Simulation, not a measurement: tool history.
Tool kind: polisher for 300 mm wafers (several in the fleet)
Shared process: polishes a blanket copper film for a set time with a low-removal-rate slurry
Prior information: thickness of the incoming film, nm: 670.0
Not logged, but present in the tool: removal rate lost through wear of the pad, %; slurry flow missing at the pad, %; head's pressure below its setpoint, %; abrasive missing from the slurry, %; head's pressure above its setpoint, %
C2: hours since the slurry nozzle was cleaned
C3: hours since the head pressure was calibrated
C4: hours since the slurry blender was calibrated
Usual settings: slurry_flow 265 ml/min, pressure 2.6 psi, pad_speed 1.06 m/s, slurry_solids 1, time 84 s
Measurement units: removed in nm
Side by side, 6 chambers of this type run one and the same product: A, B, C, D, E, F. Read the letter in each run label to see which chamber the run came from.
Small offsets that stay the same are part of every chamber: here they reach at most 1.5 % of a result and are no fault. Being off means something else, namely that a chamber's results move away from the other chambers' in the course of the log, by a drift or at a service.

Run 1A, hour 8: usual settings; wafers polished on this pad 682; C2 117.2; C3 1171.4; C4 181.2. Result: removed 260.84 nm.
Run 2C, hour 16.5: usual settings; wafers polished on this pad 1240; C2 136.4; C3 168.8; C4 42.8. Result: removed 268.45 nm.
Run 3B, hour 23.7: usual settings; wafers polished on this pad 1161; C2 354.6; C3 1272.6; C4 240.3. Result: removed 261.07 nm.
At hour 24.7: chamber B: slurry nozzle cleaned.
Run 4D, hour 33.3: usual settings; wafers polished on this pad 325; C2 510.3; C3 272.7; C4 361.6. Result: removed 261.88 nm.
At hour 34.8: chamber E: worn pad replaced by a new one.
At hour 38.5: chamber B: head pressure recalibrated.
At hour 41.8: chamber B: worn pad replaced by a new one.
Run 5F, hour 42.7: usual settings; wafers polished on this pad 833; C2 78.2; C3 649.6; C4 197.2. Result: removed 257.07 nm.
Run 6E, hour 51.6: usual settings; wafers polished on this pad 91; C2 518; C3 350.8; C4 145.1. Result: removed 254.64 nm.
At hour 53: chamber F: slurry blender recalibrated.
Run 7E, hour 57.3: usual settings; wafers polished on this pad 122; C2 523.7; C3 356.5; C4 150.8. Result: removed 265.05 nm.
At hour 57.4: chamber A: head pressure recalibrated.
Run 8C, hour 67.2: usual settings but slurry_solids 0.75; wafers polished on this pad 1516; C2 187.1; C3 219.5; C4 93.5. Result: removed 250.01 nm.
Run 9F, hour 71.9: usual settings but slurry_solids 0.75; wafers polished on this pad 992; C2 107.4; C3 678.8; C4 19. Result: removed 248.57 nm.
At hour 76.2: chamber C: worn pad replaced by a new one.
At hour 76.5: chamber A: worn pad replaced by a new one.
Run 10B, hour 81.6: usual settings but slurry_solids 0.75; wafers polished on this pad 217; C2 56.9; C3 43.1; C4 298.2. Result: removed 246.56 nm.
Run 11A, hour 87.2: usual settings but slurry_solids 0.75; wafers polished on this pad 58; C2 196.4; C3 29.8; C4 260.4. Result: removed 252.08 nm.
At hour 88.3: chamber A: slurry blender recalibrated.
At hour 90.4: chamber F: worn pad replaced by a new one.
Run 12D, hour 96.2: usual settings but slurry_solids 0.75; wafers polished on this pad 668; C2 573.2; C3 335.6; C4 424.5. Result: removed 246.33 nm.
At hour 99.4: chamber D: slurry blender recalibrated.
Run 13E, hour 106.4: usual settings but slurry_solids 0.75; wafers polished on this pad 390; C2 572.8; C3 405.6; C4 199.9. Result: removed 249.46 nm.
Run 14F, hour 116.7: usual settings; wafers polished on this pad 143; C2 152.2; C3 723.6; C4 63.8. Result: removed 259.42 nm.
At hour 121.4: chamber D: slurry nozzle cleaned.
Run 15C, hour 124.9: usual settings; wafers polished on this pad 265; C2 244.8; C3 277.2; C4 151.2. Result: removed 270.56 nm.
Run 16B, hour 131.3: usual settings; wafers polished on this pad 488; C2 106.6; C3 92.8; C4 347.9. Result: removed 267.64 nm.
Run 17A, hour 137.4: usual settings; wafers polished on this pad 331; C2 246.6; C3 80; C4 49.2. Result: removed 266.33 nm.
Run 18D, hour 144.2: usual settings; wafers polished on this pad 930; C2 22.8; C3 383.6; C4 44.9. Result: removed 261.73 nm.
Run 19C, hour 151.6: usual settings; wafers polished on this pad 411; C2 271.5; C3 303.9; C4 177.9. Result: removed 267.69 nm.
Run 20D, hour 162: usual settings; wafers polished on this pad 1027; C2 40.6; C3 401.4; C4 62.7. Result: removed 261.55 nm.
At hour 166.5: chamber D: head pressure recalibrated.
At hour 167.3: chamber D: worn pad replaced by a new one.
Run 21B, hour 168.3: usual settings; wafers polished on this pad 689; C2 143.6; C3 129.8; C4 384.9. Result: removed 262.45 nm.
Run 22F, hour 178.9: usual settings; wafers polished on this pad 482; C2 214.4; C3 785.8; C4 126. Result: removed 258.93 nm.
At hour 185.4: chamber E: slurry nozzle cleaned.
Run 23E, hour 187.8: usual settings; wafers polished on this pad 834; C2 2.5; C3 487; C4 281.3. Result: removed 255.79 nm.
Run 24A, hour 198.1: usual settings but slurry_solids 1.2; wafers polished on this pad 662; C2 307.3; C3 140.7; C4 109.9. Result: removed 275.15 nm.
At hour 208.3: chamber B: slurry blender recalibrated.
Run 25A, hour 208.8: usual settings but slurry_solids 1.2; wafers polished on this pad 721; C2 318; C3 151.4; C4 120.6. Result: removed 280.14 nm.
Run 26D, hour 217.1: usual settings but slurry_solids 1.2; wafers polished on this pad 271; C2 95.7; C3 50.6; C4 117.8. Result: removed 272.45 nm.
Run 27B, hour 226: usual settings but slurry_solids 1.2; wafers polished on this pad 1004; C2 201.3; C3 187.5; C4 17.8. Result: removed 275.82 nm.
Run 28E, hour 233.2: usual settings but slurry_solids 1.2; wafers polished on this pad 1081; C2 47.9; C3 532.4; C4 326.7. Result: removed 269.93 nm.
Run 29F, hour 242.7: usual settings but slurry_solids 1.2; wafers polished on this pad 830; C2 278.2; C3 849.6; C4 189.8. Result: removed 269.55 nm.
At hour 251: chamber F: slurry blender recalibrated.
Run 30C, hour 253.4: usual settings; wafers polished on this pad 965; C2 373.3; C3 405.7; C4 279.7. Result: removed 277.32 nm.
At hour 260.9: chamber B: worn pad replaced by a new one.
Run 31D, hour 262.2: usual settings; wafers polished on this pad 517; C2 140.8; C3 95.7; C4 162.9. Result: removed 260.79 nm.
Run 32E, hour 271.3: usual settings; wafers polished on this pad 1289; C2 86; C3 570.5; C4 364.8. Result: removed 258.99 nm.
At hour 271.5: chamber A: worn pad replaced by a new one.
At hour 273.8: chamber C: slurry nozzle cleaned.
Run 33B, hour 276.7: usual settings; wafers polished on this pad 86; C2 252; C3 238.2; C4 68.5. Result: removed 264.25 nm.
At hour 277.5: chamber C: slurry blender recalibrated.
Run 34F, hour 284.1: usual settings; wafers polished on this pad 1055; C2 319.6; C3 891; C4 33.1. Result: removed 260.63 nm.
At hour 284.2: chamber E: worn pad replaced by a new one.
Run 35A, hour 294.1: usual settings; wafers polished on this pad 123; C2 403.3; C3 236.7; C4 205.9. Result: removed 267.74 nm.
Run 36C, hour 303.7: usual settings; wafers polished on this pad 1240; C2 30; C3 456; C4 26.3. Result: removed 283.29 nm.
Run 37B, hour 309.9: usual settings; wafers polished on this pad 267; C2 285.2; C3 271.4; C4 101.7. Result: removed 262.47 nm.
Run 38E, hour 317.6: usual settings; wafers polished on this pad 182; C2 132.3; C3 616.8; C4 411.1. Result: removed 256.19 nm.
Run 39D, hour 323.3: usual settings; wafers polished on this pad 850; C2 201.9; C3 156.8; C4 224. Result: removed 256.99 nm.

Is one chamber out of step, is the gauge drifting, or do the chambers differ by no more than their own small offsets? For an off chamber, give its letter and the likeliest cause.

It is chamber C that slowly wanders off from its peers.
Most likely cause: head's pressure above its setpoint, % = 8.49.

Here are 4 candidates for chamber C's next run, each the usual settings with a change, their results left as question marks. Which one brings its results back in line with what the others give on the usual settings?
A result is in line if it is within this distance of the other chambers' mean on the usual settings: removed 9.3 nm
Run 40C-1, hour 331: usual settings but pressure 2.7 psi, pad_speed 1.1 m/s, time 86 s. Result: removed ?.
Run 40C-2, hour 331: usual settings but pressure 2.5 psi, pad_speed 1.02 m/s, time 82 s. Result: removed ?.
Run 40C-3, hour 331: usual settings but pad_speed 1.08 m/s, time 85 s. Result: removed ?.
Run 40C-4, hour 331: usual settings but time 82 s. Result: removed ?.

Average result of the remaining chambers running the usual settings: removed 261.12 nm
  run  removed
40C-1   315.58
40C-2   258.34
40C-3   294.97
40C-4   279.21
Change 40C-2 lands the chamber within the allowed miss of the other chambers.

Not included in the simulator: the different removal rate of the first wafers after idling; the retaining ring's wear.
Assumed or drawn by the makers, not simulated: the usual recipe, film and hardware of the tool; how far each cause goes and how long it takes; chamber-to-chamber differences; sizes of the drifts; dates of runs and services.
